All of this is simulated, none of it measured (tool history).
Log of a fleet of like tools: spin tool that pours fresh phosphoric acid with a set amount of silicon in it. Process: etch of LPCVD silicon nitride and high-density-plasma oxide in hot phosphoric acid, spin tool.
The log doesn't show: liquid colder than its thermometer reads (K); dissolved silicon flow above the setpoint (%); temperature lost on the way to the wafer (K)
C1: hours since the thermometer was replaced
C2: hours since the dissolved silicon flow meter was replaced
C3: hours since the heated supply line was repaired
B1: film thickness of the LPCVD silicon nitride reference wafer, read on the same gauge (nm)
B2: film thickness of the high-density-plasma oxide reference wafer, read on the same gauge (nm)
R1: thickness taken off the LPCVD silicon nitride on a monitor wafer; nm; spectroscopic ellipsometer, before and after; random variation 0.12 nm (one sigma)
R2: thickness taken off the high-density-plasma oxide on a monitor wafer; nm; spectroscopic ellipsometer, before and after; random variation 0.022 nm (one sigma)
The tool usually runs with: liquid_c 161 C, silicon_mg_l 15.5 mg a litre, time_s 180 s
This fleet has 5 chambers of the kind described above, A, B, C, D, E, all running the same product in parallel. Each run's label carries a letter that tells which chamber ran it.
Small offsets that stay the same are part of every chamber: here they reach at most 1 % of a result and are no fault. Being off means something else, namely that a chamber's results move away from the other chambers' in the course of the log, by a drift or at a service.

{"run": "1A", "day": 0.15, "liquid_c": 161, "silicon_mg_l": 15.5, "time_s": 180, "C1": 2352.6, "C2": 389.1, "C3": 1739, "B1": 59.975, "B2": 90.022, "R1": 15.266, "R2": 0.47114}
{"run": "2E", "day": 0.329, "liquid_c": 161, "silicon_mg_l": 15.5, "time_s": 180, "C1": 577.1, "C2": 822.7, "C3": 1434.8, "B1": 60.027, "B2": 90.043, "R1": 15.014, "R2": 0.48433}
{"run": "3C", "day": 0.429, "liquid_c": 161, "silicon_mg_l": 15.5, "time_s": 180, "C1": 239.8, "C2": 488.4, "C3": 1232.9, "B1": 60.029, "B2": 89.978, "R1": 15.051, "R2": 0.50754}
{"run": "4B", "day": 0.55, "liquid_c": 161, "silicon_mg_l": 15.5, "time_s": 180, "C1": 509.4, "C2": 1183.9, "C3": 1952.3, "B1": 60.015, "B2": 90.021, "R1": 15.046, "R2": 0.49523}
{"run": "5D", "day": 0.7, "liquid_c": 161, "silicon_mg_l": 15.5, "time_s": 180, "C1": 977.1, "C2": 543.7, "C3": 1802.5, "B1": 60.055, "B2": 90.034, "R1": 15.114, "R2": 0.49356}
{"run": "6A", "day": 0.796, "liquid_c": 161, "silicon_mg_l": 15.5, "time_s": 180, "C1": 2368.1, "C2": 404.6, "C3": 1754.5, "B1": 59.99, "B2": 89.984, "R1": 15.36, "R2": 0.51634}
{"run": "7C", "day": 0.975, "liquid_c": 161, "silicon_mg_l": 15.5, "time_s": 140, "C1": 252.9, "C2": 501.5, "C3": 1246, "B1": 60.052, "B2": 90.008, "R1": 11.736, "R2": 0.39296}
{"run": "8D", "day": 1.088, "liquid_c": 161, "silicon_mg_l": 15.5, "time_s": 140, "C1": 986.4, "C2": 553, "C3": 1811.8, "B1": 59.992, "B2": 90, "R1": 11.674, "R2": 0.37368}
{"run": "9B", "day": 1.2, "liquid_c": 161, "silicon_mg_l": 15.5, "time_s": 140, "C1": 525, "C2": 1199.5, "C3": 1967.9, "B1": 59.994, "B2": 90.008, "R1": 11.781, "R2": 0.38051}
{"run": "10E", "day": 1.296, "liquid_c": 161, "silicon_mg_l": 15.5, "time_s": 140, "C1": 600.3, "C2": 845.9, "C3": 1458, "B1": 59.98, "B2": 89.977, "R1": 11.767, "R2": 0.36586}
{"run": "11B", "day": 1.479, "liquid_c": 161, "silicon_mg_l": 15.5, "time_s": 140, "C1": 531.7, "C2": 1206.2, "C3": 1974.6, "B1": 59.995, "B2": 89.983, "R1": 11.889, "R2": 0.36587}
{"run": "12D", "day": 1.562, "liquid_c": 161, "silicon_mg_l": 15.5, "time_s": 180, "C1": 997.8, "C2": 564.4, "C3": 1823.2, "B1": 59.98, "B2": 89.985, "R1": 14.784, "R2": 0.45244}
{"run": "13A", "day": 1.671, "liquid_c": 161, "silicon_mg_l": 15.5, "time_s": 180, "C1": 2389.1, "C2": 425.6, "C3": 1775.5, "B1": 59.979, "B2": 89.994, "R1": 15.182, "R2": 0.4279}
{"run": "14E", "day": 1.758, "liquid_c": 161, "silicon_mg_l": 15.5, "time_s": 180, "C1": 611.4, "C2": 857, "C3": 1469.1, "B1": 60.007, "B2": 90.012, "R1": 15.074, "R2": 0.47561}
{"run": "15C", "day": 1.912, "liquid_c": 161, "silicon_mg_l": 15.5, "time_s": 180, "C1": 275.4, "C2": 524, "C3": 1268.5, "B1": 59.977, "B2": 89.998, "R1": 15.209, "R2": 0.46707}
{"run": "16B", "day": 2.05, "liquid_c": 160, "silicon_mg_l": 15.5, "time_s": 225, "C1": 545.4, "C2": 1219.9, "C3": 1988.3, "B1": 60.015, "B2": 89.989, "R1": 18.566, "R2": 0.55032}
{"run": "17D", "day": 2.229, "liquid_c": 160, "silicon_mg_l": 15.5, "time_s": 225, "C1": 1013.8, "C2": 580.4, "C3": 1839.2, "B1": 60.008, "B2": 89.969, "R1": 17.713, "R2": 0.52359}
{"run": "18E", "day": 2.342, "liquid_c": 160, "silicon_mg_l": 15.5, "time_s": 225, "C1": 625.4, "C2": 871, "C3": 1483.1, "B1": 59.973, "B2": 90.003, "R1": 18.153, "R2": 0.54646}
{"run": "19C", "day": 2.512, "liquid_c": 160, "silicon_mg_l": 15.5, "time_s": 225, "C1": 289.8, "C2": 538.4, "C3": 1282.9, "B1": 59.989, "B2": 89.991, "R1": 18.189, "R2": 0.58135}
{"day": 2.654, "done": "chamber B: thermometer replaced"}
{"run": "20A", "day": 2.688, "liquid_c": 160, "silicon_mg_l": 15.5, "time_s": 225, "C1": 2413.5, "C2": 450, "C3": 1799.9, "B1": 60.02, "B2": 89.953, "R1": 18.27, "R2": 0.57118}
{"run": "21E", "day": 2.808, "liquid_c": 161, "silicon_mg_l": 15.5, "time_s": 180, "C1": 636.6, "C2": 882.2, "C3": 1494.3, "B1": 59.987, "B2": 90.016, "R1": 15.124, "R2": 0.51594}
{"run": "22B", "day": 2.9, "liquid_c": 161, "silicon_mg_l": 15.5, "time_s": 180, "C1": 5.9, "C2": 1240.3, "C3": 2008.7, "B1": 59.99, "B2": 90.041, "R1": 15.237, "R2": 0.48354}
{"run": "23D", "day": 3.071, "liquid_c": 161, "silicon_mg_l": 15.5, "time_s": 180, "C1": 1034, "C2": 600.6, "C3": 1859.4, "B1": 60.016, "B2": 89.978, "R1": 14.413, "R2": 0.44359}
{"run": "24A", "day": 3.246, "liquid_c": 161, "silicon_mg_l": 26, "time_s": 180, "C1": 2426.9, "C2": 463.4, "C3": 1813.3, "B1": 60.008, "B2": 89.973, "R1": 15.062, "R2": 0.34891}
{"run": "25C", "day": 3.325, "liquid_c": 161, "silicon_mg_l": 26, "time_s": 180, "C1": 309.3, "C2": 557.9, "C3": 1302.4, "B1": 60.015, "B2": 90.006, "R1": 15.18, "R2": 0.37906}
{"run": "26B", "day": 3.417, "liquid_c": 161, "silicon_mg_l": 26, "time_s": 180, "C1": 18.3, "C2": 1252.7, "C3": 2021.1, "B1": 59.998, "B2": 90.043, "R1": 15.145, "R2": 0.38377}
{"run": "27C", "day": 3.517, "liquid_c": 161, "silicon_mg_l": 26, "time_s": 180, "C1": 313.9, "C2": 562.5, "C3": 1307, "B1": 60.015, "B2": 90.004, "R1": 14.97, "R2": 0.36025}
{"run": "28A", "day": 3.629, "liquid_c": 161, "silicon_mg_l": 26, "time_s": 180, "C1": 2436.1, "C2": 472.6, "C3": 1822.5, "B1": 59.996, "B2": 90.022, "R1": 15.125, "R2": 0.35517}
{"run": "29E", "day": 3.812, "liquid_c": 159.5, "silicon_mg_l": 15.5, "time_s": 145, "C1": 660.7, "C2": 906.3, "C3": 1518.4, "B1": 59.996, "B2": 90.015, "R1": 11.505, "R2": 0.3486}
{"run": "30D", "day": 3.975, "liquid_c": 159.5, "silicon_mg_l": 15.5, "time_s": 145, "C1": 1055.7, "C2": 622.3, "C3": 1881.1, "B1": 59.991, "B2": 90.018, "R1": 10.893, "R2": 0.30651}
{"run": "31D", "day": 4.112, "liquid_c": 159.5, "silicon_mg_l": 15.5, "time_s": 145, "C1": 1059, "C2": 625.6, "C3": 1884.4, "B1": 59.996, "B2": 90.009, "R1": 10.965, "R2": 0.32096}

Is one chamber off against the others, does the gauge drift, or is nothing wrong? If a chamber is off, say which, and what the likeliest cause is.

Chamber D drifts away from the others.
What lies behind it: temperature lost on the way to the wafer (K) = 2.24.
It could be hard to tell apart here from: liquid colder than its thermometer reads (K).

Which of the 4 candidates below, each the usual settings with something changed and its results left as question marks, puts chamber D back in line with what the other chambers give on the usual settings?
In-line tolerance around the mean of the other chambers on the usual settings: R1 0.41 nm; R2 0.078 nm
{"run": "32D-1", "day": 4.246, "liquid_c": 161.5, "silicon_mg_l": 13, "time_s": 190, "R1": "?", "R2": "?"}
{"run": "32D-2", "day": 4.246, "liquid_c": 161.5, "silicon_mg_l": 10.5, "time_s": 200, "R1": "?", "R2": "?"}
{"run": "32D-3", "day": 4.246, "liquid_c": 160.5, "silicon_mg_l": 20.5, "time_s": 160, "R1": "?", "R2": "?"}
{"run": "32D-4", "day": 4.246, "liquid_c": 160.5, "silicon_mg_l": 18, "time_s": 170, "R1": "?", "R2": "?"}

Mean of the other chambers on the usual settings: R1 15.12 nm; R2 0.4826 nm
run=32D-1 R1=15.117 R2=0.4802
run=32D-2 R1=15.912 R2=0.53556
run=32D-3 R1=12.315 R2=0.30877
run=32D-4 R1=13.085 R2=0.35184
The right change is 32D-1: it brings the chamber back within the allowed miss of the others.

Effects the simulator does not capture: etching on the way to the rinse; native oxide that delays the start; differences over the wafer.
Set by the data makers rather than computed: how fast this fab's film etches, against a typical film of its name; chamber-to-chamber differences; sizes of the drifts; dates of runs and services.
